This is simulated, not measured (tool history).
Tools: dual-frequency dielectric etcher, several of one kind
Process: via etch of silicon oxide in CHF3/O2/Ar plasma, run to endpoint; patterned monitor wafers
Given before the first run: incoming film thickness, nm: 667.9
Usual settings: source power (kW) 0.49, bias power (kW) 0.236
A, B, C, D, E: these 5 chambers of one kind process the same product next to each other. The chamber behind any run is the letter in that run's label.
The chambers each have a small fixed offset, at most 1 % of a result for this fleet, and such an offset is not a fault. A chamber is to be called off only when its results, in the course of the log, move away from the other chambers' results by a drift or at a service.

Run 1B, hour 3.1: usual settings. Result: endpoint time (s) 328.61.
Run 2D, hour 8.9: usual settings. Result: endpoint time (s) 329.47.
Run 3A, hour 14.4: usual settings. Result: endpoint time (s) 329.67.
Run 4E, hour 18.4: usual settings. Result: endpoint time (s) 333.82.
Run 5C, hour 22.7: usual settings. Result: endpoint time (s) 334.15.
Run 6A, hour 28.9: usual settings. Result: endpoint time (s) 327.48.
Run 7C, hour 32.3: usual settings. Result: endpoint time (s) 337.35.
Run 8B, hour 37.9: usual settings. Result: endpoint time (s) 332.57.
Run 9D, hour 41.5: usual settings. Result: endpoint time (s) 330.42.
Run 10E, hour 46.5: usual settings. Result: endpoint time (s) 333.59.
At hour 47: chamber B: wet clean of the chamber.
Run 11A, hour 50.6: usual settings. Result: endpoint time (s) 328.1.
Run 12C, hour 55.9: usual settings. Result: endpoint time (s) 335.71.
Run 13E, hour 61.4: usual settings. Result: endpoint time (s) 334.91.
Run 14B, hour 67.5: usual settings. Result: endpoint time (s) 329.44.
Run 15D, hour 71: usual settings. Result: endpoint time (s) 336.58.
Run 16A, hour 77.2: usual settings. Result: endpoint time (s) 330.17.
Run 17E, hour 80.5: usual settings. Result: endpoint time (s) 334.22.
Run 18D, hour 83.7: usual settings but bias power (kW) 0.257. Result: endpoint time (s) 325.92.
Run 19B, hour 86.9: usual settings but bias power (kW) 0.257. Result: endpoint time (s) 320.72.
Run 20C, hour 93.6: usual settings but bias power (kW) 0.257. Result: endpoint time (s) 326.28.
Run 21E, hour 100.3: usual settings but bias power (kW) 0.257. Result: endpoint time (s) 323.77.
Run 22C, hour 104.7: usual settings but bias power (kW) 0.257. Result: endpoint time (s) 324.78.
Run 23B, hour 109.4: usual settings. Result: endpoint time (s) 331.44.
Run 24A, hour 113.6: usual settings but source power (kW) 0.55, bias power (kW) 0.286. Result: endpoint time (s) 294.3.
Run 25D, hour 118.6: usual settings but source power (kW) 0.55, bias power (kW) 0.286. Result: endpoint time (s) 307.21.
Run 26A, hour 123.6: usual settings but source power (kW) 0.55, bias power (kW) 0.286. Result: endpoint time (s) 293.51.
Run 27E, hour 127.4: usual settings but source power (kW) 0.55, bias power (kW) 0.286. Result: endpoint time (s) 297.56.
Run 28B, hour 133: usual settings but source power (kW) 0.55, bias power (kW) 0.286. Result: endpoint time (s) 293.23.
Run 29D, hour 139.4: usual settings. Result: endpoint time (s) 345.17.
Run 30C, hour 144: usual settings. Result: endpoint time (s) 334.81.

Next, all 5 chambers run the settings below, one line each with question marks for the results. What does each chamber give?
Run 31A, hour 148.9: usual settings. Result: endpoint time (s) ?.
Run 31B, hour 148.9: usual settings. Result: endpoint time (s) ?.
Run 31C, hour 148.9: usual settings. Result: endpoint time (s) ?.
Run 31D, hour 148.9: usual settings. Result: endpoint time (s) ?.
Run 31E, hour 148.9: usual settings. Result: endpoint time (s) ?.

run  endpoint time (s)
31A             330.48
31B             328.41
31C             338.71
31D             346.27
31E             333.38

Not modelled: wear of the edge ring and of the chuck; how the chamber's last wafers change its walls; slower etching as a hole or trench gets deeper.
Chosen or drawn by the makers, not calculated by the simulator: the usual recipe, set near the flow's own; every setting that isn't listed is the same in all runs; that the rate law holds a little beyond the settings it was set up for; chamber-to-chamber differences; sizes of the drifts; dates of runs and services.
